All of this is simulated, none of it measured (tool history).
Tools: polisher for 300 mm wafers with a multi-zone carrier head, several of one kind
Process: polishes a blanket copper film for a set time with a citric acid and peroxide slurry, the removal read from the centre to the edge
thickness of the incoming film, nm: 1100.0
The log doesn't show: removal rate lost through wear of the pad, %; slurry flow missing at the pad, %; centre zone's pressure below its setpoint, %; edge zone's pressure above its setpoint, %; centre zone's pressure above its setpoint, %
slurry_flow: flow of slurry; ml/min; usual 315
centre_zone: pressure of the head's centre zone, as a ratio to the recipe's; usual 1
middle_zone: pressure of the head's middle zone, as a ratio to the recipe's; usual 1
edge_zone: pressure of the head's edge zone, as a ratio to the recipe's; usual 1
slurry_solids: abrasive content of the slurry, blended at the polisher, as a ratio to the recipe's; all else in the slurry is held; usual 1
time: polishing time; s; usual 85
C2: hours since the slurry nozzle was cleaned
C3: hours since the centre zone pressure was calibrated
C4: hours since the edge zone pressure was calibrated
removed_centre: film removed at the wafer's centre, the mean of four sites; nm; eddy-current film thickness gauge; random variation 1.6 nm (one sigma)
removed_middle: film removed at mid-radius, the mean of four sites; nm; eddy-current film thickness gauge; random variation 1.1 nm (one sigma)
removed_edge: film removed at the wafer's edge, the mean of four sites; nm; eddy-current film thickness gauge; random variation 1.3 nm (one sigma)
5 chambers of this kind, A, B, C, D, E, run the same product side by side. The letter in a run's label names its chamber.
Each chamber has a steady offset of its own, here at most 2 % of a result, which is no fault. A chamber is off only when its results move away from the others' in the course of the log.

run 1A hour=7.3 | slurry_flow=315 centre_zone=1 middle_zone=1 edge_zone=1 slurry_solids=1 time=85 | wafers_polished_on_this_pad=344 C2=25.4 C3=598.2 C4=1432.7 | removed_centre=148.88 removed_middle=148.33 removed_edge=150.46
run 2B hour=12.7 | slurry_flow=315 centre_zone=1 middle_zone=1 edge_zone=1 slurry_solids=1 time=85 | wafers_polished_on_this_pad=603 C2=158.3 C3=258.5 C4=557.8 | removed_centre=151.35 removed_middle=150.13 removed_edge=149.17
-- hour=21.8 chamber C: slurry nozzle cleaned
run 3C hour=22.1 | slurry_flow=315 centre_zone=1 middle_zone=1 edge_zone=1 slurry_solids=1 time=85 | wafers_polished_on_this_pad=355 C2=0.4 C3=756.9 C4=362.8 | removed_centre=144.79 removed_middle=147.32 removed_edge=149.72
-- hour=23 chamber A: edge zone pressure recalibrated
-- hour=27.2 chamber E: worn pad replaced by a new one
run 4E hour=30.7 | slurry_flow=315 centre_zone=1 middle_zone=1 edge_zone=1 slurry_solids=1 time=85 | wafers_polished_on_this_pad=30 C2=259.4 C3=433.5 C4=355.2 | removed_centre=144.89 removed_middle=150.01 removed_edge=148.32
run 5D hour=38.5 | slurry_flow=315 centre_zone=1 middle_zone=1 edge_zone=1 slurry_solids=1 time=85 | wafers_polished_on_this_pad=846 C2=266.3 C3=295.6 C4=212.4 | removed_centre=144.02 removed_middle=148.72 removed_edge=147.54
run 6D hour=49.9 | slurry_flow=315 centre_zone=1 middle_zone=1 edge_zone=1 slurry_solids=1 time=85 | wafers_polished_on_this_pad=944 C2=277.7 C3=307 C4=223.8 | removed_centre=145.31 removed_middle=149.96 removed_edge=146.42
-- hour=54.5 chamber D: worn pad replaced by a new one
run 7A hour=61.3 | slurry_flow=315 centre_zone=1 middle_zone=1 edge_zone=1 slurry_solids=1 time=85 | wafers_polished_on_this_pad=808 C2=79.4 C3=652.2 C4=38.3 | removed_centre=146.28 removed_middle=146.98 removed_edge=150.43
-- hour=63.9 chamber A: worn pad replaced by a new one
run 8B hour=66.4 | slurry_flow=315 centre_zone=1 middle_zone=1 edge_zone=1 slurry_solids=1 time=85 | wafers_polished_on_this_pad=1065 C2=212 C3=312.2 C4=611.5 | removed_centre=149.91 removed_middle=150.38 removed_edge=146.88
-- hour=68.5 chamber D: slurry nozzle cleaned
run 9E hour=72.9 | slurry_flow=375 centre_zone=1 middle_zone=1 edge_zone=1 slurry_solids=1 time=74 | wafers_polished_on_this_pad=393 C2=301.6 C3=475.7 C4=397.4 | removed_centre=130.71 removed_middle=133.69 removed_edge=128.71
-- hour=77.7 chamber B: worn pad replaced by a new one
run 10C hour=79.8 | slurry_flow=375 centre_zone=1 middle_zone=1 edge_zone=1 slurry_solids=1 time=74 | wafers_polished_on_this_pad=851 C2=58.1 C3=814.6 C4=420.5 | removed_centre=131.54 removed_middle=130.59 removed_edge=131.63
run 11A hour=90.1 | slurry_flow=375 centre_zone=1 middle_zone=1 edge_zone=1 slurry_solids=1 time=74 | wafers_polished_on_this_pad=225 C2=108.2 C3=681 C4=67.1 | removed_centre=130.34 removed_middle=130.38 removed_edge=132.13
run 12D hour=97.9 | slurry_flow=375 centre_zone=1 middle_zone=1 edge_zone=1 slurry_solids=1 time=74 | wafers_polished_on_this_pad=373 C2=29.5 C3=355 C4=271.8 | removed_centre=130.05 removed_middle=133.09 removed_edge=129.27
run 13B hour=109.4 | slurry_flow=375 centre_zone=1 middle_zone=1 edge_zone=1 slurry_solids=1 time=74 | wafers_polished_on_this_pad=273 C2=255 C3=355.2 C4=654.5 | removed_centre=131.27 removed_middle=130.38 removed_edge=130.53
run 14E hour=120.6 | slurry_flow=315 centre_zone=1 middle_zone=1 edge_zone=1 slurry_solids=1 time=85 | wafers_polished_on_this_pad=803 C2=349.3 C3=523.4 C4=445.1 | removed_centre=147.1 removed_middle=149.7 removed_edge=148.75
run 15C hour=126.2 | slurry_flow=315 centre_zone=1 middle_zone=1 edge_zone=1 slurry_solids=1 time=85 | wafers_polished_on_this_pad=1249 C2=104.5 C3=861 C4=466.9 | removed_centre=143.78 removed_middle=147.84 removed_edge=151.61
run 16D hour=132.4 | slurry_flow=315 centre_zone=1 middle_zone=1 edge_zone=1 slurry_solids=1 time=85 | wafers_polished_on_this_pad=669 C2=64 C3=389.5 C4=306.3 | removed_centre=146.01 removed_middle=149.23 removed_edge=146.7
-- hour=138.7 chamber C: worn pad replaced by a new one
run 17A hour=141.8 | slurry_flow=315 centre_zone=1 middle_zone=0.96 edge_zone=1 slurry_solids=1 time=85 | wafers_polished_on_this_pad=669 C2=159.9 C3=732.7 C4=118.8 | removed_centre=147.96 removed_middle=143.36 removed_edge=148.56
-- hour=144.1 chamber E: worn pad replaced by a new one
run 18C hour=150.9 | slurry_flow=315 centre_zone=1 middle_zone=0.96 edge_zone=1 slurry_solids=1 time=85 | wafers_polished_on_this_pad=104 C2=129.2 C3=885.7 C4=491.6 | removed_centre=147.19 removed_middle=141.6 removed_edge=148.99
-- hour=153.8 chamber A: worn pad replaced by a new one
run 19E hour=157.8 | slurry_flow=315 centre_zone=1 middle_zone=0.96 edge_zone=1 slurry_solids=1 time=85 | wafers_polished_on_this_pad=118 C2=386.5 C3=560.6 C4=482.3 | removed_centre=149.36 removed_middle=143.63 removed_edge=149.68
run 20B hour=168.3 | slurry_flow=315 centre_zone=1 middle_zone=0.96 edge_zone=1 slurry_solids=1 time=85 | wafers_polished_on_this_pad=779 C2=313.9 C3=414.1 C4=713.4 | removed_centre=148.79 removed_middle=143.82 removed_edge=147.75
run 21C hour=175.6 | slurry_flow=315 centre_zone=1 middle_zone=0.96 edge_zone=1 slurry_solids=1 time=85 | wafers_polished_on_this_pad=317 C2=153.9 C3=910.4 C4=516.3 | removed_centre=147.53 removed_middle=142.47 removed_edge=150.9
-- hour=177.6 chamber D: worn pad replaced by a new one
run 22A hour=180.7 | slurry_flow=315 centre_zone=1 middle_zone=1 edge_zone=1 slurry_solids=1 time=85 | wafers_polished_on_this_pad=231 C2=198.8 C3=771.6 C4=157.7 | removed_centre=143.51 removed_middle=144.89 removed_edge=147.9
run 23E hour=190.2 | slurry_flow=375 centre_zone=1 middle_zone=1 edge_zone=1 slurry_solids=1 time=85 | wafers_polished_on_this_pad=396 C2=418.9 C3=593 C4=514.7 | removed_centre=148.44 removed_middle=155.94 removed_edge=151.22
run 24D hour=201.6 | slurry_flow=375 centre_zone=1 middle_zone=1 edge_zone=1 slurry_solids=1 time=85 | wafers_polished_on_this_pad=206 C2=133.2 C3=458.7 C4=375.5 | removed_centre=150.79 removed_middle=150.95 removed_edge=149.5
-- hour=207.4 chamber B: worn pad replaced by a new one
run 25B hour=209.2 | slurry_flow=375 centre_zone=1 middle_zone=1 edge_zone=1 slurry_solids=1 time=85 | wafers_polished_on_this_pad=15 C2=354.8 C3=455 C4=754.3 | removed_centre=151.21 removed_middle=153.4 removed_edge=149.33
-- hour=213.4 chamber E: edge zone pressure recalibrated
run 26C hour=215.6 | slurry_flow=375 centre_zone=1 middle_zone=1 edge_zone=1 slurry_solids=1 time=85 | wafers_polished_on_this_pad=661 C2=193.9 C3=950.4 C4=556.3 | removed_centre=153.25 removed_middle=149.93 removed_edge=152.85
-- hour=222.9 chamber B: slurry nozzle cleaned
run 27A hour=224.8 | slurry_flow=375 centre_zone=1 middle_zone=1 edge_zone=1 slurry_solids=1 time=85 | wafers_polished_on_this_pad=610 C2=242.9 C3=815.7 C4=201.8 | removed_centre=143.41 removed_middle=149.55 removed_edge=149.33
run 28B hour=236.4 | slurry_flow=315 centre_zone=1 middle_zone=1 edge_zone=1 slurry_solids=1 time=85 | wafers_polished_on_this_pad=249 C2=13.6 C3=482.2 C4=781.5 | removed_centre=148.17 removed_middle=150.32 removed_edge=144.93
run 29E hour=241.7 | slurry_flow=315 centre_zone=1 middle_zone=1 edge_zone=1 slurry_solids=1 time=85 | wafers_polished_on_this_pad=839 C2=470.4 C3=644.5 C4=28.3 | removed_centre=146.23 removed_middle=150.79 removed_edge=151.97
run 30D hour=247.2 | slurry_flow=315 centre_zone=1 middle_zone=1 edge_zone=1 slurry_solids=1 time=85 | wafers_polished_on_this_pad=598 C2=178.8 C3=504.3 C4=421.1 | removed_centre=149.71 removed_middle=147.46 removed_edge=148.05
run 31D hour=257.1 | slurry_flow=315 centre_zone=1 middle_zone=1 edge_zone=1 slurry_solids=1 time=85 | wafers_polished_on_this_pad=683 C2=188.7 C3=514.2 C4=431 | removed_centre=148.63 removed_middle=149.38 removed_edge=146.5

All 5 chambers run these settings next. Forecast each chamber's results:
run 32A hour=265.5 | slurry_flow=315 centre_zone=1.06 middle_zone=1 edge_zone=1 slurry_solids=1 time=85 | removed_centre=? removed_middle=? removed_edge=?
run 32B hour=265.5 | slurry_flow=315 centre_zone=1.06 middle_zone=1 edge_zone=1 slurry_solids=1 time=85 | removed_centre=? removed_middle=? removed_edge=?
run 32C hour=265.5 | slurry_flow=315 centre_zone=1.06 middle_zone=1 edge_zone=1 slurry_solids=1 time=85 | removed_centre=? removed_middle=? removed_edge=?
run 32D hour=265.5 | slurry_flow=315 centre_zone=1.06 middle_zone=1 edge_zone=1 slurry_solids=1 time=85 | removed_centre=? removed_middle=? removed_edge=?
run 32E hour=265.5 | slurry_flow=315 centre_zone=1.06 middle_zone=1 edge_zone=1 slurry_solids=1 time=85 | removed_centre=? removed_middle=? removed_edge=?

run=32A removed_centre=147.65 removed_middle=148.66 removed_edge=148.82
run=32B removed_centre=157.19 removed_middle=150.77 removed_edge=147.46
run=32C removed_centre=156.49 removed_middle=147.74 removed_edge=151.77
run=32D removed_centre=155.17 removed_middle=147.58 removed_edge=147.14
run=32E removed_centre=154.97 removed_middle=149.4 removed_edge=147.8
